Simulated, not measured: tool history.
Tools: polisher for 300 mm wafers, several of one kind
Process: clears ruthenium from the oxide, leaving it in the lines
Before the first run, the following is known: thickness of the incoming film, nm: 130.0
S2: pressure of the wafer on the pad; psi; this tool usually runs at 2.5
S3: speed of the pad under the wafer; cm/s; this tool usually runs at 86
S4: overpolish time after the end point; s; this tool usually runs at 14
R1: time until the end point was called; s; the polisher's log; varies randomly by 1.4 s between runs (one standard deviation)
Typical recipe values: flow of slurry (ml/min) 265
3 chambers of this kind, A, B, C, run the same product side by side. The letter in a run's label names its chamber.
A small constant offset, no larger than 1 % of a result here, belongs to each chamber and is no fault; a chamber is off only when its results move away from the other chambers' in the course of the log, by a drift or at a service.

run 1B hour=7.7 | flow_of_slurry_(ml/min)=265 S2=2.5 S3=86 S4=14 | R1=95.538
run 2C hour=11.8 | flow_of_slurry_(ml/min)=265 S2=2.5 S3=86 S4=14 | R1=93.959
run 3A hour=20.1 | flow_of_slurry_(ml/min)=265 S2=2.5 S3=86 S4=14 | R1=92.867
run 4A hour=27.1 | flow_of_slurry_(ml/min)=265 S2=2.5 S3=86 S4=14 | R1=93.001
run 5C hour=33 | flow_of_slurry_(ml/min)=265 S2=2.5 S3=86 S4=14 | R1=93.965
run 6B hour=40.6 | flow_of_slurry_(ml/min)=265 S2=2.5 S3=86 S4=14 | R1=96.872
-- hour=44.6 chamber A: head pressure recalibrated
run 7A hour=47.2 | flow_of_slurry_(ml/min)=325 S2=2.5 S3=86 S4=10 | R1=91.629
run 8C hour=55.5 | flow_of_slurry_(ml/min)=325 S2=2.5 S3=86 S4=10 | R1=90.54
run 9B hour=62.5 | flow_of_slurry_(ml/min)=325 S2=2.5 S3=86 S4=10 | R1=93.357
run 10A hour=70.5 | flow_of_slurry_(ml/min)=265 S2=2.5 S3=86 S4=14 | R1=91.46
-- hour=71.4 chamber C: worn pad replaced by a new one
run 11B hour=75.7 | flow_of_slurry_(ml/min)=265 S2=2.5 S3=86 S4=14 | R1=93.677
run 12C hour=79.8 | flow_of_slurry_(ml/min)=265 S2=2.5 S3=86 S4=14 | R1=95.382
run 13A hour=86.9 | flow_of_slurry_(ml/min)=265 S2=3.1 S3=86 S4=14 | R1=77.026
run 14B hour=93.7 | flow_of_slurry_(ml/min)=265 S2=3.1 S3=86 S4=14 | R1=77.869
run 15C hour=100.5 | flow_of_slurry_(ml/min)=265 S2=3.1 S3=86 S4=14 | R1=78.269
run 16C hour=106.8 | flow_of_slurry_(ml/min)=265 S2=2.5 S3=86 S4=14 | R1=92.512
run 17A hour=111.9 | flow_of_slurry_(ml/min)=265 S2=2.5 S3=86 S4=14 | R1=94.576
-- hour=118.3 chamber B: worn pad replaced by a new one
run 18B hour=120.3 | flow_of_slurry_(ml/min)=265 S2=2.5 S3=86 S4=14 | R1=93.541
run 19A hour=128 | flow_of_slurry_(ml/min)=265 S2=2.5 S3=86 S4=14 | R1=96.828
run 20C hour=132.9 | flow_of_slurry_(ml/min)=265 S2=2.5 S3=86 S4=14 | R1=93.76
run 21B hour=137.6 | flow_of_slurry_(ml/min)=265 S2=2.5 S3=86 S4=14 | R1=96.679
run 22C hour=143 | flow_of_slurry_(ml/min)=320 S2=2.5 S3=86 S4=14 | R1=93.607
run 23A hour=147.7 | flow_of_slurry_(ml/min)=320 S2=2.5 S3=86 S4=14 | R1=93.932
run 24B hour=156.4 | flow_of_slurry_(ml/min)=320 S2=2.5 S3=86 S4=14 | R1=93.191
run 25C hour=161.9 | flow_of_slurry_(ml/min)=265 S2=2.5 S3=86 S4=14 | R1=94.903
run 26B hour=166.3 | flow_of_slurry_(ml/min)=235 S2=2.9 S3=86 S4=14 | R1=82.56
run 27A hour=173 | flow_of_slurry_(ml/min)=235 S2=2.9 S3=86 S4=14 | R1=85.704
run 28C hour=177.9 | flow_of_slurry_(ml/min)=235 S2=2.9 S3=86 S4=14 | R1=83.907
-- hour=180.7 chamber C: slurry nozzle cleaned
run 29B hour=181.9 | flow_of_slurry_(ml/min)=265 S2=2.5 S3=86 S4=14 | R1=95.052
run 30A hour=186.5 | flow_of_slurry_(ml/min)=265 S2=2.5 S3=86 S4=14 | R1=100.07
run 31B hour=192.5 | flow_of_slurry_(ml/min)=265 S2=2.5 S3=86 S4=14 | R1=97.322
run 32A hour=197.6 | flow_of_slurry_(ml/min)=265 S2=2.5 S3=86 S4=14 | R1=99.351
run 33C hour=203.2 | flow_of_slurry_(ml/min)=210 S2=2.5 S3=86 S4=14 | R1=97.34
run 34B hour=207.8 | flow_of_slurry_(ml/min)=210 S2=2.5 S3=86 S4=14 | R1=98.08
run 35A hour=216.4 | flow_of_slurry_(ml/min)=210 S2=2.5 S3=86 S4=14 | R1=103.92
run 36C hour=222.2 | flow_of_slurry_(ml/min)=265 S2=2.5 S3=86 S4=14 | R1=93.058
run 37C hour=229.3 | flow_of_slurry_(ml/min)=265 S2=2.5 S3=86 S4=14 | R1=93.999
run 38A hour=235.9 | flow_of_slurry_(ml/min)=265 S2=2.5 S3=86 S4=14 | R1=102.7
run 39B hour=240.2 | flow_of_slurry_(ml/min)=265 S2=2.5 S3=86 S4=14 | R1=91.258
run 40C hour=244.3 | flow_of_slurry_(ml/min)=315 S2=2.5 S3=86 S4=14 | R1=90.557
run 41A hour=252.4 | flow_of_slurry_(ml/min)=315 S2=2.5 S3=86 S4=14 | R1=98.401

For the next run the whole fleet of 3 chambers uses the same settings. Give each chamber's results:
run 42A hour=258.7 | flow_of_slurry_(ml/min)=265 S2=2.1 S3=86 S4=14 | R1=?
run 42B hour=258.7 | flow_of_slurry_(ml/min)=265 S2=2.1 S3=86 S4=14 | R1=?
run 42C hour=258.7 | flow_of_slurry_(ml/min)=265 S2=2.1 S3=86 S4=14 | R1=?

run=42A R1=123.42
run=42B R1=114.6
run=42C R1=111.65
